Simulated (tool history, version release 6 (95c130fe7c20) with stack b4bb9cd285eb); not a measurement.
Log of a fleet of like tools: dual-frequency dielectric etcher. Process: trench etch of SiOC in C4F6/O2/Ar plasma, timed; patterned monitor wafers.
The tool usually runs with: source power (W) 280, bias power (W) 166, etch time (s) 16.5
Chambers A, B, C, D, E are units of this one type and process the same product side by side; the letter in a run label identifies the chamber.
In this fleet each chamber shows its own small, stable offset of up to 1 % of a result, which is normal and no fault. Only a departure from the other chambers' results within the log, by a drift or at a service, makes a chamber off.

| run | day | source power (W) | bias power (W) | etch time (s) | hours since the last wet clean | hours since the last source power generator calibration | hours since the last bias power generator calibration | read-back reference wafer on the same gauge, depth_nm | mean etch depth across the wafer (angstrom) |
|---|---|---|---|---|---|---|---|---|---|
| 1E | 0.362 | 280 | 166 | 16.5 | 509.9 | 4535.3 | 1212.3 | 27.007 | 287.82 |
| 2A | 0.933 | 280 | 166 | 16.5 | 363.2 | 572.5 | 1743.0 | 27.049 | 291.82 |
|  | 1.042 | chamber E: source power generator calibrated |
| 3B | 1.446 | 280 | 166 | 16.5 | 287.7 | 975.1 | 2910.1 | 26.979 | 292.02 |
| 4D | 1.746 | 280 | 166 | 16.5 | 304.5 | 1904.8 | 1233.4 | 27.010 | 290.04 |
| 5C | 2.142 | 280 | 166 | 16.5 | 287.3 | 1699.6 | 1295.4 | 27.008 | 292.80 |
| 6C | 2.675 | 280 | 132 | 18.5 | 300.1 | 1712.4 | 1308.2 | 26.990 | 306.03 |
| 7E | 3.100 | 280 | 132 | 18.5 | 575.6 | 49.4 | 1278.0 | 27.027 | 300.87 |
| 8A | 3.408 | 280 | 132 | 18.5 | 422.6 | 631.9 | 1802.4 | 26.982 | 301.25 |
| 9B | 3.929 | 280 | 132 | 18.5 | 347.3 | 1034.7 | 2969.7 | 27.006 | 299.99 |
| 10D | 4.204 | 280 | 132 | 18.5 | 363.5 | 1963.8 | 1292.4 | 27.006 | 300.26 |
|  | 4.462 | chamber E: wet clean of the chamber |
| 11C | 4.654 | 280 | 166 | 16.5 | 347.6 | 1759.9 | 1355.7 | 27.066 | 290.58 |
| 12E | 5.125 | 280 | 166 | 16.5 | 16.0 | 98.0 | 1326.6 | 26.981 | 290.57 |
| 13B | 5.621 | 280 | 166 | 16.5 | 387.9 | 1075.3 | 3010.3 | 26.991 | 291.91 |
| 14D | 6.058 | 280 | 166 | 16.5 | 408.0 | 2008.3 | 1336.9 | 26.999 | 287.49 |
| 15A | 6.550 | 280 | 166 | 16.5 | 498.0 | 707.3 | 1877.8 | 27.022 | 286.29 |
| 16A | 7.158 | 280 | 166 | 16.5 | 512.6 | 721.9 | 1892.4 | 27.005 | 289.22 |
| 17B | 7.450 | 280 | 166 | 16.5 | 431.8 | 1119.2 | 3054.2 | 27.001 | 292.07 |
|  | 7.800 | chamber D: wet clean of the chamber |
| 18E | 8.029 | 280 | 166 | 16.5 | 85.7 | 167.7 | 1396.3 | 27.009 | 289.73 |
| 19D | 8.388 | 280 | 166 | 16.5 | 14.1 | 2064.2 | 1392.8 | 26.968 | 287.58 |
| 20C | 8.788 | 280 | 166 | 16.5 | 446.8 | 1859.1 | 1454.9 | 26.958 | 294.60 |
| 21B | 9.229 | 280 | 166 | 16.5 | 474.5 | 1161.9 | 3096.9 | 26.989 | 289.77 |
|  | 9.696 | chamber B: wet clean of the chamber |
| 22C | 9.838 | 280 | 166 | 16.5 | 472.0 | 1884.3 | 1480.1 | 26.990 | 295.23 |
|  | 9.988 | chamber C: wet clean of the chamber |
| 23D | 10.442 | 280 | 166 | 16.5 | 63.4 | 2113.5 | 1442.1 | 26.972 | 287.96 |
| 24A | 10.817 | 280 | 166 | 16.5 | 600.4 | 809.7 | 1980.2 | 26.992 | 288.73 |
|  | 10.975 | chamber B: bias power generator calibrated |
| 25E | 11.342 | 280 | 132 | 16.5 | 165.2 | 247.2 | 1475.8 | 27.023 | 267.61 |
| 26D | 11.812 | 280 | 132 | 16.5 | 96.3 | 2146.4 | 1475.0 | 26.984 | 269.27 |
| 27C | 12.096 | 280 | 132 | 16.5 | 50.7 | 1938.5 | 1534.3 | 27.017 | 274.01 |
| 28A | 12.379 | 280 | 132 | 16.5 | 637.9 | 847.2 | 2017.7 | 26.954 | 266.30 |
| 29B | 12.792 | 280 | 132 | 16.5 | 74.4 | 1247.4 | 43.6 | 27.003 | 274.75 |
| 30E | 13.367 | 280 | 166 | 13.5 | 213.8 | 295.8 | 1524.4 | 27.020 | 234.56 |
| 31A | 13.758 | 280 | 166 | 13.5 | 671.0 | 880.3 | 2050.8 | 26.989 | 236.49 |
| 32C | 14.117 | 280 | 166 | 13.5 | 99.2 | 1987.0 | 1582.8 | 27.006 | 238.37 |
| 33D | 14.412 | 280 | 166 | 13.5 | 158.7 | 2208.8 | 1537.4 | 26.992 | 234.46 |
| 34B | 14.692 | 280 | 166 | 13.5 | 120.0 | 1293.0 | 89.2 | 26.986 | 236.55 |
| 35E | 14.967 | 280 | 166 | 16.5 | 252.2 | 334.2 | 1562.8 | 26.976 | 291.81 |

For the next run the whole fleet of 5 chambers uses the same settings. Give each chamber's results:
| 36A | 15.417 | 280 | 166 | 16.5 |  |  |  |  | ? |
| 36B | 15.417 | 280 | 166 | 16.5 |  |  |  |  | ? |
| 36C | 15.417 | 280 | 166 | 16.5 |  |  |  |  | ? |
| 36D | 15.417 | 280 | 166 | 16.5 |  |  |  |  | ? |
| 36E | 15.417 | 280 | 166 | 16.5 |  |  |  |  | ? |

| run | mean etch depth across the wafer (angstrom) |
|---|---|
| 36A | 290.97 |
| 36B | 293.54 |
| 36C | 294.37 |
| 36D | 288.63 |
| 36E | 287.99 |

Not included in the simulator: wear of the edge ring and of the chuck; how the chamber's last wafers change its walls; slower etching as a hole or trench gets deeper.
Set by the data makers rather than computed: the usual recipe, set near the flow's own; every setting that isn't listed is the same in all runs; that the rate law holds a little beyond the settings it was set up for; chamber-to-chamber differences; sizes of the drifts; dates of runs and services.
